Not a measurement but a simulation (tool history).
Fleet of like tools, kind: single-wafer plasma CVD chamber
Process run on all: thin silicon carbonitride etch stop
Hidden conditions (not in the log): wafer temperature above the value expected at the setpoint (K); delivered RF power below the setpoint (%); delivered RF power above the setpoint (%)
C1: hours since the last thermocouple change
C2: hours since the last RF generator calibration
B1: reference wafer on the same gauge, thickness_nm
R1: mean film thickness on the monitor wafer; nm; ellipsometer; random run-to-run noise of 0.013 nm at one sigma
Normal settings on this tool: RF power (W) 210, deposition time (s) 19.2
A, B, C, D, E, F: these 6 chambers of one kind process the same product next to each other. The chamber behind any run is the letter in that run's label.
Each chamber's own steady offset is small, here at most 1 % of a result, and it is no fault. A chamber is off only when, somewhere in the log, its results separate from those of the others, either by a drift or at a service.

{"run": "1E", "hour": 4.2, "RF power (W)": 210, "deposition time (s)": 19.2, "C1": 1455.1, "C2": 2312, "B1": 12.501, "R1": 11.105}
{"run": "2D", "hour": 9.1, "RF power (W)": 210, "deposition time (s)": 19.2, "C1": 153.3, "C2": 695.4, "B1": 12.503, "R1": 11.066}
{"run": "3A", "hour": 13.1, "RF power (W)": 210, "deposition time (s)": 19.2, "C1": 1532.8, "C2": 1462.5, "B1": 12.505, "R1": 11.206}
{"run": "4B", "hour": 15.6, "RF power (W)": 210, "deposition time (s)": 19.2, "C1": 234.1, "C2": 21.5, "B1": 12.505, "R1": 11.005}
{"run": "5F", "hour": 18.4, "RF power (W)": 210, "deposition time (s)": 19.2, "C1": 525.2, "C2": 674.7, "B1": 12.505, "R1": 11.189}
{"run": "6C", "hour": 23.6, "RF power (W)": 210, "deposition time (s)": 19.2, "C1": 370.6, "C2": 1297.8, "B1": 12.507, "R1": 11.132}
{"run": "7F", "hour": 26.0, "RF power (W)": 210, "deposition time (s)": 19.2, "C1": 532.8, "C2": 682.3, "B1": 12.511, "R1": 11.201}
{"run": "8A", "hour": 29.9, "RF power (W)": 210, "deposition time (s)": 19.2, "C1": 1549.6, "C2": 1479.3, "B1": 12.515, "R1": 11.204}
{"run": "9C", "hour": 34.4, "RF power (W)": 210, "deposition time (s)": 19.2, "C1": 381.4, "C2": 1308.6, "B1": 12.517, "R1": 11.152}
{"run": "10E", "hour": 37.5, "RF power (W)": 210, "deposition time (s)": 19.2, "C1": 1488.4, "C2": 2345.3, "B1": 12.52, "R1": 11.118}
{"run": "11D", "hour": 40.8, "RF power (W)": 210, "deposition time (s)": 19.2, "C1": 185, "C2": 727.1, "B1": 12.517, "R1": 11.093}
{"hour": 43.9, "done": "chamber E: RF generator calibrated"}
{"run": "12B", "hour": 45.5, "RF power (W)": 210, "deposition time (s)": 19.2, "C1": 264, "C2": 51.4, "B1": 12.516, "R1": 11}
{"run": "13C", "hour": 50.4, "RF power (W)": 210, "deposition time (s)": 21.9, "C1": 397.4, "C2": 1324.6, "B1": 12.523, "R1": 12.738}
{"run": "14E", "hour": 54.3, "RF power (W)": 210, "deposition time (s)": 21.9, "C1": 1505.2, "C2": 10.4, "B1": 12.525, "R1": 12.688}
{"run": "15B", "hour": 57.6, "RF power (W)": 210, "deposition time (s)": 21.9, "C1": 276.1, "C2": 63.5, "B1": 12.52, "R1": 12.588}
{"run": "16A", "hour": 62.4, "RF power (W)": 210, "deposition time (s)": 21.9, "C1": 1582.1, "C2": 1511.8, "B1": 12.53, "R1": 12.787}
{"run": "17D", "hour": 65.1, "RF power (W)": 210, "deposition time (s)": 21.9, "C1": 209.3, "C2": 751.4, "B1": 12.527, "R1": 12.647}
{"run": "18F", "hour": 69.1, "RF power (W)": 210, "deposition time (s)": 21.9, "C1": 575.9, "C2": 725.4, "B1": 12.53, "R1": 12.759}
{"run": "19C", "hour": 72.5, "RF power (W)": 210, "deposition time (s)": 19.2, "C1": 419.5, "C2": 1346.7, "B1": 12.53, "R1": 11.178}
{"run": "20B", "hour": 75.5, "RF power (W)": 210, "deposition time (s)": 19.2, "C1": 294, "C2": 81.4, "B1": 12.533, "R1": 11.033}
{"run": "21D", "hour": 79.8, "RF power (W)": 185, "deposition time (s)": 16.2, "C1": 224, "C2": 766.1, "B1": 12.536, "R1": 9.0304}
{"run": "22E", "hour": 83.2, "RF power (W)": 185, "deposition time (s)": 16.2, "C1": 1534.1, "C2": 39.3, "B1": 12.538, "R1": 9.0456}
{"run": "23F", "hour": 86.3, "RF power (W)": 185, "deposition time (s)": 16.2, "C1": 593.1, "C2": 742.6, "B1": 12.54, "R1": 9.1148}
{"run": "24A", "hour": 90.4, "RF power (W)": 185, "deposition time (s)": 16.2, "C1": 1610.1, "C2": 1539.8, "B1": 12.54, "R1": 9.1362}
{"run": "25C", "hour": 93.1, "RF power (W)": 185, "deposition time (s)": 16.2, "C1": 440.1, "C2": 1367.3, "B1": 12.542, "R1": 9.0813}
{"run": "26B", "hour": 97.8, "RF power (W)": 185, "deposition time (s)": 16.2, "C1": 316.3, "C2": 103.7, "B1": 12.539, "R1": 8.9667}
{"run": "27A", "hour": 101.4, "RF power (W)": 210, "deposition time (s)": 19.2, "C1": 1621.1, "C2": 1550.8, "B1": 12.544, "R1": 11.247}
{"run": "28E", "hour": 103.7, "RF power (W)": 210, "deposition time (s)": 19.2, "C1": 1554.6, "C2": 59.8, "B1": 12.54, "R1": 11.153}
{"run": "29D", "hour": 107.1, "RF power (W)": 210, "deposition time (s)": 19.2, "C1": 251.3, "C2": 793.4, "B1": 12.546, "R1": 11.14}
{"run": "30F", "hour": 109.6, "RF power (W)": 210, "deposition time (s)": 19.2, "C1": 616.4, "C2": 765.9, "B1": 12.548, "R1": 11.206}
{"run": "31B", "hour": 112.0, "RF power (W)": 210, "deposition time (s)": 19.2, "C1": 330.5, "C2": 117.9, "B1": 12.55, "R1": 11.069}
{"run": "32A", "hour": 114.5, "RF power (W)": 210, "deposition time (s)": 19.2, "C1": 1634.2, "C2": 1563.9, "B1": 12.546, "R1": 11.256}
{"run": "33D", "hour": 118.4, "RF power (W)": 210, "deposition time (s)": 19.2, "C1": 262.6, "C2": 804.7, "B1": 12.553, "R1": 11.123}
{"run": "34F", "hour": 121.9, "RF power (W)": 210, "deposition time (s)": 19.2, "C1": 628.7, "C2": 778.2, "B1": 12.554, "R1": 11.225}
{"run": "35C", "hour": 125.6, "RF power (W)": 210, "deposition time (s)": 19.2, "C1": 472.6, "C2": 1399.8, "B1": 12.558, "R1": 11.198}
{"run": "36E", "hour": 128.1, "RF power (W)": 245, "deposition time (s)": 20.6, "C1": 1579, "C2": 84.2, "B1": 12.555, "R1": 12.565}
{"run": "37B", "hour": 130.5, "RF power (W)": 245, "deposition time (s)": 20.6, "C1": 349, "C2": 136.4, "B1": 12.554, "R1": 12.404}
{"run": "38A", "hour": 134.1, "RF power (W)": 245, "deposition time (s)": 20.6, "C1": 1653.8, "C2": 1583.5, "B1": 12.555, "R1": 12.618}
{"run": "39F", "hour": 138.6, "RF power (W)": 245, "deposition time (s)": 20.6, "C1": 645.4, "C2": 794.9, "B1": 12.561, "R1": 12.591}

Next, every chamber runs the same settings. What will each give?
{"run": "40A", "hour": 142.4, "RF power (W)": 210, "deposition time (s)": 15.8, "R1": "?"}
{"run": "40B", "hour": 142.4, "RF power (W)": 210, "deposition time (s)": 15.8, "R1": "?"}
{"run": "40C", "hour": 142.4, "RF power (W)": 210, "deposition time (s)": 15.8, "R1": "?"}
{"run": "40D", "hour": 142.4, "RF power (W)": 210, "deposition time (s)": 15.8, "R1": "?"}
{"run": "40E", "hour": 142.4, "RF power (W)": 210, "deposition time (s)": 15.8, "R1": "?"}
{"run": "40F", "hour": 142.4, "RF power (W)": 210, "deposition time (s)": 15.8, "R1": "?"}

run=40A R1=9.246
run=40B R1=9.1004
run=40C R1=9.2221
run=40D R1=9.1561
run=40E R1=9.1993
run=40F R1=9.2439

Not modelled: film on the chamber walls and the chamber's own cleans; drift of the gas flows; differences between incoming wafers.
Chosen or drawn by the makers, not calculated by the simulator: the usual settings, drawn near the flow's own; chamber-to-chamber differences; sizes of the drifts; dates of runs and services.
